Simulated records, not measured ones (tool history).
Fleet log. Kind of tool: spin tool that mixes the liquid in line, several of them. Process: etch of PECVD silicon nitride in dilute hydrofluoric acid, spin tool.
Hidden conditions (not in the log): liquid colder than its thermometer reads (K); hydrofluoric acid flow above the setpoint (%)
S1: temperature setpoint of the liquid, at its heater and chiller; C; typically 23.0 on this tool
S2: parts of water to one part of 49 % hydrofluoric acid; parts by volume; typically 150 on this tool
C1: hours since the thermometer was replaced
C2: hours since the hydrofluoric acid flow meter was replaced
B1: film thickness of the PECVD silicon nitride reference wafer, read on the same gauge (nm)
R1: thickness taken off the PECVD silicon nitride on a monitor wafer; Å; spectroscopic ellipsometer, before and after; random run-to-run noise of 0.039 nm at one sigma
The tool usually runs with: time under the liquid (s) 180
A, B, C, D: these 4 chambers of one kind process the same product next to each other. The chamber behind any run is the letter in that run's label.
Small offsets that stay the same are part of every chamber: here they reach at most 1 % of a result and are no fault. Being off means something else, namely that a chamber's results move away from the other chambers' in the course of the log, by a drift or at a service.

run 1D hour=8.8 | S1=23.0 S2=150 time_under_the_liquid_(s)=180 | C1=399.5 C2=25.8 | B1=70.013 | R1=59.432
run 2B hour=18.9 | S1=23.0 S2=150 time_under_the_liquid_(s)=180 | C1=1627.2 C2=2047.4 | B1=69.984 | R1=60.218
run 3C hour=29.5 | S1=23.0 S2=150 time_under_the_liquid_(s)=180 | C1=201.3 C2=302.4 | B1=69.996 | R1=60.966
run 4A hour=36.9 | S1=23.0 S2=150 time_under_the_liquid_(s)=180 | C1=1433.6 C2=611.5 | B1=69.979 | R1=59.949
run 5C hour=46.6 | S1=23.0 S2=150 time_under_the_liquid_(s)=180 | C1=218.4 C2=319.5 | B1=70.016 | R1=61.070
run 6A hour=56.9 | S1=23.0 S2=150 time_under_the_liquid_(s)=180 | C1=1453.6 C2=631.5 | B1=70.028 | R1=60.911
run 7B hour=68.9 | S1=18.5 S2=150 time_under_the_liquid_(s)=180 | C1=1677.2 C2=2097.4 | B1=69.985 | R1=45.343
run 8D hour=79.0 | S1=18.5 S2=150 time_under_the_liquid_(s)=180 | C1=469.7 C2=96.0 | B1=69.988 | R1=44.372
run 9A hour=89.7 | S1=18.5 S2=150 time_under_the_liquid_(s)=180 | C1=1486.4 C2=664.3 | B1=70.012 | R1=44.566
run 10C hour=97.6 | S1=18.5 S2=150 time_under_the_liquid_(s)=180 | C1=269.4 C2=370.5 | B1=69.979 | R1=44.342
run 11B hour=112.4 | S1=23.0 S2=150 time_under_the_liquid_(s)=180 | C1=1720.7 C2=2140.9 | B1=70.032 | R1=60.106
run 12D hour=120.0 | S1=23.0 S2=195 time_under_the_liquid_(s)=180 | C1=510.7 C2=137.0 | B1=70.018 | R1=46.443
run 13D hour=130.6 | S1=23.0 S2=195 time_under_the_liquid_(s)=180 | C1=521.3 C2=147.6 | B1=70.017 | R1=45.887
run 14C hour=143.3 | S1=23.0 S2=195 time_under_the_liquid_(s)=180 | C1=315.1 C2=416.2 | B1=69.986 | R1=46.620
run 15B hour=155.2 | S1=23.0 S2=195 time_under_the_liquid_(s)=180 | C1=1763.5 C2=2183.7 | B1=70.018 | R1=47.243
run 16A hour=164.0 | S1=23.0 S2=150 time_under_the_liquid_(s)=180 | C1=1560.7 C2=738.6 | B1=70.014 | R1=59.528
run 17C hour=176.8 | S1=27.0 S2=150 time_under_the_liquid_(s)=180 | C1=348.6 C2=449.7 | B1=69.989 | R1=76.660
run 18A hour=186.3 | S1=27.0 S2=150 time_under_the_liquid_(s)=180 | C1=1583.0 C2=760.9 | B1=70.013 | R1=76.744
run 19B hour=198.3 | S1=27.0 S2=150 time_under_the_liquid_(s)=180 | C1=1806.6 C2=2226.8 | B1=70.009 | R1=77.970
run 20D hour=210.4 | S1=27.0 S2=150 time_under_the_liquid_(s)=180 | C1=601.1 C2=227.4 | B1=70.030 | R1=76.826
run 21C hour=220.1 | S1=23.0 S2=150 time_under_the_liquid_(s)=180 | C1=391.9 C2=493.0 | B1=70.012 | R1=60.380
run 22B hour=234.2 | S1=23.0 S2=150 time_under_the_liquid_(s)=180 | C1=1842.5 C2=2262.7 | B1=69.979 | R1=61.281
run 23A hour=244.0 | S1=23.0 S2=150 time_under_the_liquid_(s)=180 | C1=1640.7 C2=818.6 | B1=70.012 | R1=60.763
run 24D hour=251.0 | S1=23.0 S2=150 time_under_the_liquid_(s)=180 | C1=641.7 C2=268.0 | B1=70.024 | R1=58.855
run 25B hour=262.4 | S1=24.5 S2=150 time_under_the_liquid_(s)=100 | C1=1870.7 C2=2290.9 | B1=69.985 | R1=37.275
run 26D hour=269.8 | S1=24.5 S2=150 time_under_the_liquid_(s)=100 | C1=660.5 C2=286.8 | B1=70.010 | R1=35.700
run 27A hour=278.0 | S1=24.5 S2=150 time_under_the_liquid_(s)=100 | C1=1674.7 C2=852.6 | B1=69.991 | R1=37.137
run 28C hour=289.0 | S1=24.5 S2=150 time_under_the_liquid_(s)=100 | C1=460.8 C2=561.9 | B1=70.000 | R1=37.129
run 29B hour=302.7 | S1=23.0 S2=150 time_under_the_liquid_(s)=180 | C1=1911.0 C2=2331.2 | B1=69.973 | R1=60.641
run 30C hour=313.3 | S1=23.0 S2=125 time_under_the_liquid_(s)=180 | C1=485.1 C2=586.2 | B1=70.018 | R1=71.351
run 31A hour=324.4 | S1=23.0 S2=125 time_under_the_liquid_(s)=180 | C1=1721.1 C2=899.0 | B1=69.997 | R1=72.397
run 32D hour=333.9 | S1=23.0 S2=125 time_under_the_liquid_(s)=180 | C1=724.6 C2=350.9 | B1=69.990 | R1=68.887
run 33A hour=347.2 | S1=23.0 S2=125 time_under_the_liquid_(s)=180 | C1=1743.9 C2=921.8 | B1=69.962 | R1=72.685
run 34D hour=355.8 | S1=23.0 S2=150 time_under_the_liquid_(s)=180 | C1=746.5 C2=372.8 | B1=70.032 | R1=57.110
run 35B hour=364.9 | S1=23.0 S2=150 time_under_the_liquid_(s)=180 | C1=1973.2 C2=2393.4 | B1=70.039 | R1=60.552
run 36C hour=378.4 | S1=23.0 S2=150 time_under_the_liquid_(s)=180 | C1=550.2 C2=651.3 | B1=69.984 | R1=60.230
run 37A hour=385.2 | S1=23.0 S2=150 time_under_the_liquid_(s)=180 | C1=1781.9 C2=959.8 | B1=69.980 | R1=60.226
run 38C hour=399.0 | S1=23.0 S2=150 time_under_the_liquid_(s)=180 | C1=570.8 C2=671.9 | B1=70.008 | R1=60.178
run 39D hour=410.7 | S1=23.0 S2=150 time_under_the_liquid_(s)=180 | C1=801.4 C2=427.7 | B1=69.964 | R1=56.367
run 40B hour=420.6 | S1=23.0 S2=150 time_under_the_liquid_(s)=180 | C1=2028.9 C2=2449.1 | B1=70.022 | R1=60.867
run 41B hour=431.6 | S1=23.0 S2=150 time_under_the_liquid_(s)=180 | C1=2039.9 C2=2460.1 | B1=69.983 | R1=60.454
run 42D hour=442.5 | S1=23.0 S2=150 time_under_the_liquid_(s)=230 | C1=833.2 C2=459.5 | B1=69.996 | R1=72.162
run 43A hour=451.5 | S1=23.0 S2=150 time_under_the_liquid_(s)=230 | C1=1848.2 C2=1026.1 | B1=70.018 | R1=77.300

All 4 chambers run these settings next. Forecast each chamber's results:
run 44A hour=462.3 | S1=23.0 S2=150 time_under_the_liquid_(s)=180 | R1=?
run 44B hour=462.3 | S1=23.0 S2=150 time_under_the_liquid_(s)=180 | R1=?
run 44C hour=462.3 | S1=23.0 S2=150 time_under_the_liquid_(s)=180 | R1=?
run 44D hour=462.3 | S1=23.0 S2=150 time_under_the_liquid_(s)=180 | R1=?

run=44A R1=60.458
run=44B R1=60.145
run=44C R1=60.120
run=44D R1=56.184

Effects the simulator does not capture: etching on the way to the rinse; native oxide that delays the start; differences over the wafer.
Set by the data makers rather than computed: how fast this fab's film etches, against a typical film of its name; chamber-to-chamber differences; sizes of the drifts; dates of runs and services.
